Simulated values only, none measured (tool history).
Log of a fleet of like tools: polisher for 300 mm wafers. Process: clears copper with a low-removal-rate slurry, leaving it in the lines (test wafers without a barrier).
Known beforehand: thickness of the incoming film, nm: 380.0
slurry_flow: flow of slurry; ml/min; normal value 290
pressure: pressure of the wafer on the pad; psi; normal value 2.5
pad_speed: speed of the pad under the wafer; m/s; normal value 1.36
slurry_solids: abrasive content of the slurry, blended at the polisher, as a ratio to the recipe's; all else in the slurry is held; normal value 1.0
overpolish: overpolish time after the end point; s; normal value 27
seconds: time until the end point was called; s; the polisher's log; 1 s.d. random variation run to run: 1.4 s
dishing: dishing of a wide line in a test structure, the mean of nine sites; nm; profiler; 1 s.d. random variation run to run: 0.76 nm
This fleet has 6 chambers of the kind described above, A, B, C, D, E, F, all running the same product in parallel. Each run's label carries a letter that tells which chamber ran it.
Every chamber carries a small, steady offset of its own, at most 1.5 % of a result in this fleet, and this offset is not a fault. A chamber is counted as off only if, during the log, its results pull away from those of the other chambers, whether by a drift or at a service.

Run 1B, hour 6.0: usual settings. Result: seconds 135.25 s, dishing 39.818 nm.
At hour 9.0: chamber B: worn pad replaced by a new one.
At hour 11.9: chamber C: head pressure recalibrated.
At hour 12.6: chamber D: worn pad replaced by a new one.
Run 2E, hour 13.6: usual settings. Result: seconds 132.86 s, dishing 40.058 nm.
Run 3A, hour 19.0: usual settings. Result: seconds 131.99 s, dishing 39.941 nm.
At hour 23.4: chamber B: slurry blender recalibrated.
Run 4F, hour 26.7: usual settings. Result: seconds 137.02 s, dishing 40.979 nm.
At hour 27.7: chamber E: worn pad replaced by a new one.
At hour 29.8: chamber F: slurry blender recalibrated.
Run 5D, hour 39.1: usual settings but pad_speed 1.20 m/s. Result: seconds 152.78 s, dishing 37.343 nm.
At hour 48.8: chamber D: slurry blender recalibrated.
Run 6C, hour 49.9: usual settings but pad_speed 1.20 m/s. Result: seconds 153.05 s, dishing 38.152 nm.
Run 7A, hour 56.6: usual settings but pad_speed 1.20 m/s. Result: seconds 153.28 s, dishing 37.935 nm.
Run 8E, hour 69.2: usual settings but pad_speed 1.20 m/s. Result: seconds 155.82 s, dishing 37.058 nm.
At hour 73.8: chamber A: worn pad replaced by a new one.
Run 9C, hour 80.9: usual settings but pad_speed 1.20 m/s. Result: seconds 154.44 s, dishing 36.993 nm.
At hour 91.3: chamber A: slurry nozzle cleaned.
Run 10D, hour 92.0: usual settings but pad_speed 1.20 m/s. Result: seconds 153.28 s, dishing 37.542 nm.
Run 11F, hour 101.1: usual settings. Result: seconds 135.69 s, dishing 41.621 nm.
At hour 103.6: chamber B: slurry nozzle cleaned.
At hour 106.1: chamber F: worn pad replaced by a new one.
Run 12B, hour 109.2: usual settings. Result: seconds 131.10 s, dishing 41.323 nm.
Run 13A, hour 114.7: usual settings. Result: seconds 133.52 s, dishing 40.845 nm.
At hour 118.8: chamber E: slurry blender recalibrated.
At hour 119.0: chamber D: worn pad replaced by a new one.
Run 14F, hour 124.1: usual settings. Result: seconds 132.81 s, dishing 40.022 nm.
Run 15D, hour 135.2: usual settings. Result: seconds 133.09 s, dishing 40.854 nm.
At hour 137.4: chamber A: head pressure recalibrated.
At hour 144.1: chamber B: worn pad replaced by a new one.
Run 16B, hour 145.2: usual settings. Result: seconds 132.32 s, dishing 41.396 nm.
At hour 151.3: chamber A: slurry blender recalibrated.
Run 17C, hour 151.6: usual settings. Result: seconds 137.44 s, dishing 41.397 nm.
At hour 157.3: chamber D: head pressure recalibrated.
At hour 159.8: chamber D: slurry nozzle cleaned.
Run 18E, hour 161.7: usual settings. Result: seconds 134.47 s, dishing 40.427 nm.
At hour 167.6: chamber C: worn pad replaced by a new one.
Run 19E, hour 170.4: usual settings. Result: seconds 134.40 s, dishing 40.552 nm.
Run 20F, hour 176.6: usual settings. Result: seconds 135.73 s, dishing 39.210 nm.
At hour 177.8: chamber B: slurry blender recalibrated.
Run 21A, hour 185.2: usual settings. Result: seconds 128.50 s, dishing 42.638 nm.
At hour 188.2: chamber C: slurry blender recalibrated.
Run 22D, hour 195.5: usual settings but slurry_solids 0.7. Result: seconds 144.28 s, dishing 38.151 nm.
Run 23B, hour 206.8: usual settings but slurry_solids 0.7. Result: seconds 145.42 s, dishing 38.969 nm.
At hour 213.2: chamber D: worn pad replaced by a new one.
Run 24C, hour 214.3: usual settings but slurry_solids 0.7. Result: seconds 142.90 s, dishing 39.656 nm.
Run 25D, hour 225.8: usual settings but slurry_solids 0.7. Result: seconds 145.18 s, dishing 39.303 nm.
Run 26F, hour 236.3: usual settings but slurry_solids 0.7. Result: seconds 145.62 s, dishing 39.165 nm.
At hour 238.7: chamber A: worn pad replaced by a new one.
At hour 243.1: chamber F: worn pad replaced by a new one.
Run 27A, hour 244.7: usual settings but slurry_solids 0.7. Result: seconds 138.83 s, dishing 39.800 nm.
At hour 249.0: chamber E: slurry nozzle cleaned.
Run 28B, hour 252.9: usual settings. Result: seconds 133.00 s, dishing 40.307 nm.
Run 29C, hour 259.8: usual settings but pad_speed 1.78 m/s. Result: seconds 100.48 s, dishing 48.824 nm.
Run 30E, hour 270.4: usual settings but pad_speed 1.78 m/s. Result: seconds 104.09 s, dishing 47.755 nm.
At hour 279.5: chamber C: slurry nozzle cleaned.
Run 31F, hour 279.8: usual settings but pad_speed 1.78 m/s. Result: seconds 102.56 s, dishing 46.573 nm.
Run 32B, hour 286.5: usual settings but pad_speed 1.78 m/s. Result: seconds 102.29 s, dishing 46.436 nm.
Run 33E, hour 295.2: usual settings but pad_speed 1.78 m/s. Result: seconds 102.49 s, dishing 46.889 nm.
Run 34D, hour 305.6: usual settings but pad_speed 1.78 m/s. Result: seconds 102.39 s, dishing 46.926 nm.
Run 35A, hour 312.1: usual settings. Result: seconds 124.99 s, dishing 42.586 nm.
Run 36C, hour 324.1: usual settings but overpolish 43 s. Result: seconds 132.05 s, dishing 52.979 nm.

Decide between three cases: one chamber stands off from its peers, the gauge reading all wafers drifts, or nothing is wrong past each chamber's small offset. Where a chamber is off, say which and what most likely put it there.

After it was serviced, chamber A no longer matches the other chambers.
Likeliest cause: head's pressure above its setpoint, % = 6.84.

Here are 4 candidates for chamber A's next run, each the usual settings with a change, their results left as question marks. Which one brings its results back in line with what the others give on the usual settings?
A result is in line if it is within this distance of the other chambers' mean on the usual settings: seconds 4.90 s; dishing 2.700 nm
Run 37A-1, hour 333.1: usual settings but pressure 2.7 psi, pad_speed 1.44 m/s. Result: seconds ?, dishing ?.
Run 37A-2, hour 333.1: usual settings but pressure 2.4 psi, pad_speed 1.32 m/s. Result: seconds ?, dishing ?.
Run 37A-3, hour 333.1: usual settings but pressure 2.6 psi, pad_speed 1.40 m/s. Result: seconds ?, dishing ?.
Run 37A-4, hour 333.1: usual settings but pressure 2.3 psi, pad_speed 1.28 m/s. Result: seconds ?, dishing ?.

Other chambers, usual settings, mean: seconds 134.38 s; dishing 40.706 nm
  run  seconds  dishing
37A-1   109.74   46.755
37A-2   134.95   40.779
37A-3   117.29   44.797
37A-4   145.33   38.728
37A-2 brings the chamber back in line.

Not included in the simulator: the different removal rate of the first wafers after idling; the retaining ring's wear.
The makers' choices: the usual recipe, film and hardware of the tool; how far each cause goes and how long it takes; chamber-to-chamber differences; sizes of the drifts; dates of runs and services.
